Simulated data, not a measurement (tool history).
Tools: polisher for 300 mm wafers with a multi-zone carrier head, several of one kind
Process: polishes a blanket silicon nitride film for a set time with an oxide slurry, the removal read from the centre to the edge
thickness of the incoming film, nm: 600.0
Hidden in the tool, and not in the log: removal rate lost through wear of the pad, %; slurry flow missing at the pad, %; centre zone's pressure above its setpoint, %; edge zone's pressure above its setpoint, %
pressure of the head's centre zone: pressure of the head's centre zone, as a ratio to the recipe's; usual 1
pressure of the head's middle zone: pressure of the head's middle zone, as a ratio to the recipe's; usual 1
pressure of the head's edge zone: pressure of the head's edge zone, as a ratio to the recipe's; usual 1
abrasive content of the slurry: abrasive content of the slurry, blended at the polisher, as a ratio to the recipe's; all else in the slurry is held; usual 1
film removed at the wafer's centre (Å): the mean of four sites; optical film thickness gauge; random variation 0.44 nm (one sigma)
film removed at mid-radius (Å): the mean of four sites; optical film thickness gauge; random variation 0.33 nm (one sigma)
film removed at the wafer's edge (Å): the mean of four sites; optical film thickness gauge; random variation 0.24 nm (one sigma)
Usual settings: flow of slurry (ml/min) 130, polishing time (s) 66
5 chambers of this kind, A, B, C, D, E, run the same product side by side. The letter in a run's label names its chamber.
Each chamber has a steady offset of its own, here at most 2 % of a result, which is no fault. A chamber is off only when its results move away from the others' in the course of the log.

run,hour,flow of slurry (ml/min),pressure of the head's centre zone,pressure of the head's middle zone,pressure of the head's edge zone,abrasive content of the slurry,polishing time (s),wafers polished on this pad,hours since the slurry nozzle was cleaned,hours since the centre zone pressure was calibrated,hours since the edge zone pressure was calibrated,film removed at the wafer's centre (Å),film removed at mid-radius (Å),film removed at the wafer's edge (Å)
1E,2.7,130,1,1,1,1,66,171,600.2,18.5,585.4,366.31,358.62,371.59
2D,4.8,130,1,1,1,1,66,366,157,1052.8,229.6,355.59,362.71,366.48
3A,7.1,130,1,1,1,1,66,327,260.5,79.1,314.7,362.8,366.33,366.89
# hour 7.5: chamber B: worn pad replaced by a new one
4C,11.5,130,1,1,1,1,66,168,172,38.5,349.7,355.73,364.61,361.19
5B,15.9,130,1,1,1,1,66,57,178.1,247.9,55.6,359.59,362.63,363.04
# hour 17.7: chamber A: edge zone pressure recalibrated
6D,18.2,130,1,1,1,1,66,457,170.4,1066.2,243,367.74,358.53,366.54
7E,22.8,130,1,1.11,1,0.85,66,307,620.3,38.6,605.5,335.63,366.41,341.1
8B,25.8,130,1,1.11,1,0.85,66,124,188,257.8,65.5,326.15,373.37,332.11
9C,28.7,130,1,1.11,1,0.85,66,284,189.2,55.7,366.9,331.77,354.21,324.07
10A,32.7,130,1,1.11,1,0.85,66,500,286.1,104.7,15.1,339.75,375.87,339.35
11C,35.8,130,1,1.11,1,0.85,66,332,196.3,62.8,374,317.45,358.99,322.12
12A,40.4,130,1,1,1,1,66,552,293.8,112.4,22.8,367.18,362,365.04
13D,43.1,130,1,1,1,1,66,625,195.3,1091.1,267.9,359.95,356.29,369.08
# hour 44.4: chamber D: worn pad replaced by a new one
14E,45.6,130,1,1,1,1,66,461,643.1,61.4,628.3,358.24,357.2,364.9
15B,48.1,130,1,1,1,1,66,274,210.3,280.1,87.8,353.76,365.2,357.59
# hour 48.7: chamber E: slurry nozzle cleaned
16B,50.8,130,1,1,1,1,66,293,213,282.8,90.5,357.85,365.53,365.56
17A,53.3,130,1,1,1,1,66,640,306.7,125.3,35.7,360.42,371.06,366.44
18C,56.7,130,1,1,1,1,66,473,217.2,83.7,394.9,339.65,343.78,337.72
19D,60.8,95,1,1,1,1,50,111,213,1108.8,285.6,250.85,249.13,264.35
20E,64.3,95,1,1,1,1,50,587,15.7,80.1,647,245.33,248.82,264.65
21D,68.1,95,1,1,1,1,50,160,220.3,1116.1,292.9,248.53,250.2,267.81
22C,71,95,1,1,1,1,50,570,231.5,98,409.2,232.92,230.65,238.08
23A,74.9,95,1,1,1,1,50,786,328.3,146.9,57.3,251.68,258.86,261.2
24B,79.1,130,1,1,1,1,66,484,241.3,311.1,118.8,354.47,363.75,358.95
25E,81.6,130,1,1,1,1,66,704,33,97.4,664.3,365.43,356.99,365.53
26E,85.7,130,1,1,1,1,66,732,37.1,101.5,668.4,365.91,356.27,363.47
27C,88.7,130,1,1,1,1,66,690,249.2,115.7,426.9,329.06,327.27,324.41
28B,93.1,130,1,1,1,1,66,579,255.3,325.1,132.8,355.55,362.12,359.09
29D,96.2,130,1,1,1,1,66,350,248.4,1144.2,321,358.65,354.53,367.15
# hour 97.5: chamber E: worn pad replaced by a new one
30A,100.1,130,1,1,1,1,66,956,353.5,172.1,82.5,359.01,366.67,359.12
31A,102.9,130,1,1,1,1,66,975,356.3,174.9,85.3,366.38,365.29,367.48
32E,107.5,130,1,1,1,1,66,67,58.9,123.3,690.2,365.84,355.72,369.73
33D,109.9,130,1,1,1,1,66,443,262.1,1157.9,334.7,356.95,362.18,369.95

Next, every chamber runs the same settings. What will each give?
34A,113.3,130,1,1,1,1,66,,,,,?,?,?
34B,113.3,130,1,1,1,1,66,,,,,?,?,?
34C,113.3,130,1,1,1,1,66,,,,,?,?,?
34D,113.3,130,1,1,1,1,66,,,,,?,?,?
34E,113.3,130,1,1,1,1,66,,,,,?,?,?

run,film removed at the wafer's centre (Å),film removed at mid-radius (Å),film removed at the wafer's edge (Å)
34A,364.74,369.59,366.78
34B,351.27,366.17,359.55
34C,310.33,316.36,316.28
34D,363.92,355.37,372.35
34E,355.87,358.07,370.75
